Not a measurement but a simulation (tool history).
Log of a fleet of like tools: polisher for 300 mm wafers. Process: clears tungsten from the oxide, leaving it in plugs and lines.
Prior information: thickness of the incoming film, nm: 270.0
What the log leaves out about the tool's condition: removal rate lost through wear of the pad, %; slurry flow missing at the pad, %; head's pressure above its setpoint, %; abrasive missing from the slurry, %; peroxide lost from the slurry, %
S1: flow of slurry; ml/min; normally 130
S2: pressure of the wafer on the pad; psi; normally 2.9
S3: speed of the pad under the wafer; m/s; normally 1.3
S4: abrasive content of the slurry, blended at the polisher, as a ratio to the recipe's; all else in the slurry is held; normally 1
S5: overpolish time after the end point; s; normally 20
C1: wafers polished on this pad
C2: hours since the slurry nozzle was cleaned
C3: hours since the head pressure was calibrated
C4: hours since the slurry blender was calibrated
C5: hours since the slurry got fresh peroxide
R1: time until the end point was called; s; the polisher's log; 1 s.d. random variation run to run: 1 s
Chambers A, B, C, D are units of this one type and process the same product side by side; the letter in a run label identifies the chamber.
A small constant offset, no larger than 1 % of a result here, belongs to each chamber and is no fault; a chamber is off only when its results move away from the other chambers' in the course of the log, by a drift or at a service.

run	hour	S1	S2	S3	S4	S5	C1	C2	C3	C4	C5	R1
1A	4.2	130	2.9	1.3	1	20	933	915	215.6	84.6	49.6	60.756
2B	6.6	130	2.9	1.3	1	20	194	213.1	420.8	271.1	55.6	60.426
3C	10.6	130	2.9	1.3	1	20	461	333.9	295.7	206.2	97	59.846
# hour 13.7: chamber D: slurry tank refilled with fresh slurry and peroxide
4D	15.4	130	2.9	1.3	1	20	447	198.2	217.1	166.4	1.8	61.877
5A	20.1	130	2.9	1.3	1	20	1138	930.9	231.5	100.5	65.5	61.479
# hour 23.5: chamber D: worn pad replaced by a new one
6D	25.1	130	2.9	1.3	1	20	20	207.9	226.8	176.1	11.5	61.341
7C	28	130	2.9	1.3	1	20	684	351.3	313.1	223.6	114.4	62.067
# hour 30.7: chamber A: worn pad replaced by a new one
8B	30.8	130	2.9	1.3	1	20	505	237.3	445	295.3	79.8	61.306
9D	33.4	130	2.9	1.3	1	20	127	216.2	235.1	184.4	19.8	61.133
10A	37.1	130	2.9	1.3	1	20	82	947.9	248.5	117.5	82.5	63.207
# hour 37.6: chamber B: slurry tank refilled with fresh slurry and peroxide
11B	41.4	130	2.9	1.3	1	20	641	247.9	455.6	305.9	3.9	61.349
# hour 42.6: chamber C: slurry nozzle cleaned
12C	46.3	145	2.9	1.3	0.8	20	919	3.7	331.4	241.9	132.7	62.188
13A	49.6	145	2.9	1.3	0.8	20	243	960.4	261	130	95	64.16
14B	52.6	145	2.9	1.3	0.8	20	785	259.1	466.8	317.1	15.1	65.268
# hour 53.3: chamber D: slurry blender recalibrated
15D	55	145	2.9	1.3	0.8	20	404	237.8	256.7	1.7	41.4	64.328
# hour 57.1: chamber C: slurry tank refilled with fresh slurry and peroxide
16C	58.1	130	2.9	1.3	1	20	1071	15.5	343.2	253.7	1	60.17
# hour 58.8: chamber D: worn pad replaced by a new one
# hour 59.6: chamber A: slurry nozzle cleaned
17C	62.8	130	2.9	1.3	1	20	1131	20.2	347.9	258.4	5.7	60.508
18D	65.3	130	2.9	1.3	1	20	84	248.1	267	12	51.7	60.304
# hour 68.4: chamber C: worn pad replaced by a new one
19B	70	130	2.9	1.56	1	14	1008	276.5	484.2	334.5	32.5	52.104
20A	74.9	130	2.9	1.56	1	14	568	15.3	286.3	155.3	120.3	52.221
21C	79.7	130	2.9	1.56	1	14	145	37.1	364.8	275.3	22.6	50.871
22A	84.2	130	2.9	1.56	1	14	687	24.6	295.6	164.6	129.6	53.26
23B	87.3	130	2.9	1.3	1	20	1231	293.8	501.5	351.8	49.8	63.649
24D	89.9	130	2.9	1.48	1	28	400	272.7	291.6	36.6	76.3	53.685
25C	93.6	130	2.9	1.48	1	28	323	51	378.7	289.2	36.5	55.189
# hour 94.4: chamber D: worn pad replaced by a new one
26D	97.7	130	2.9	1.48	1	28	43	280.5	299.4	44.4	84.1	55.258
27B	101.2	130	2.9	1.48	1	28	1409	307.7	515.4	365.7	63.7	54.818
28A	104.7	130	2.9	1.3	1	20	950	45.1	316.1	185.1	150.1	61.506
29B	109.4	130	2.9	1.3	1	20	1514	315.9	523.6	373.9	71.9	62.158
# hour 110.6: chamber D: slurry tank refilled with fresh slurry and peroxide
# hour 112.7: chamber B: worn pad replaced by a new one
30C	113.3	130	2.9	1.3	1	20	576	70.7	398.4	308.9	56.2	60.639
31D	116.3	130	2.9	1.3	1	20	282	299.1	318	63	5.7	61.483
32A	119.8	130	2.9	1.3	1	20	1144	60.2	331.2	200.2	165.2	61.255
33D	124.2	130	2.9	1.48	1	16	383	307	325.9	70.9	13.6	53.415
# hour 126: chamber A: slurry blender recalibrated
# hour 128: chamber B: slurry blender recalibrated
# hour 128: chamber C: head pressure recalibrated
# hour 128.5: chamber A: worn pad replaced by a new one
34B	129	130	2.9	1.48	1	16	210	335.5	543.2	1.1	91.5	53.644
35A	131.8	130	2.9	1.48	1	16	42	72.2	343.2	5.9	177.2	55.934
36C	135.2	130	2.9	1.48	1	16	858	92.6	7.2	330.8	78.1	54.599

Read the log: is a single chamber off, either drifting away or since a service, is the gauge that measures every chamber drifting, or is nothing wrong beyond small per-chamber offsets? Name any odd chamber and what most likely caused it.

The fleet is healthy, with each chamber sitting at its usual small offset and no drift in the gauge.
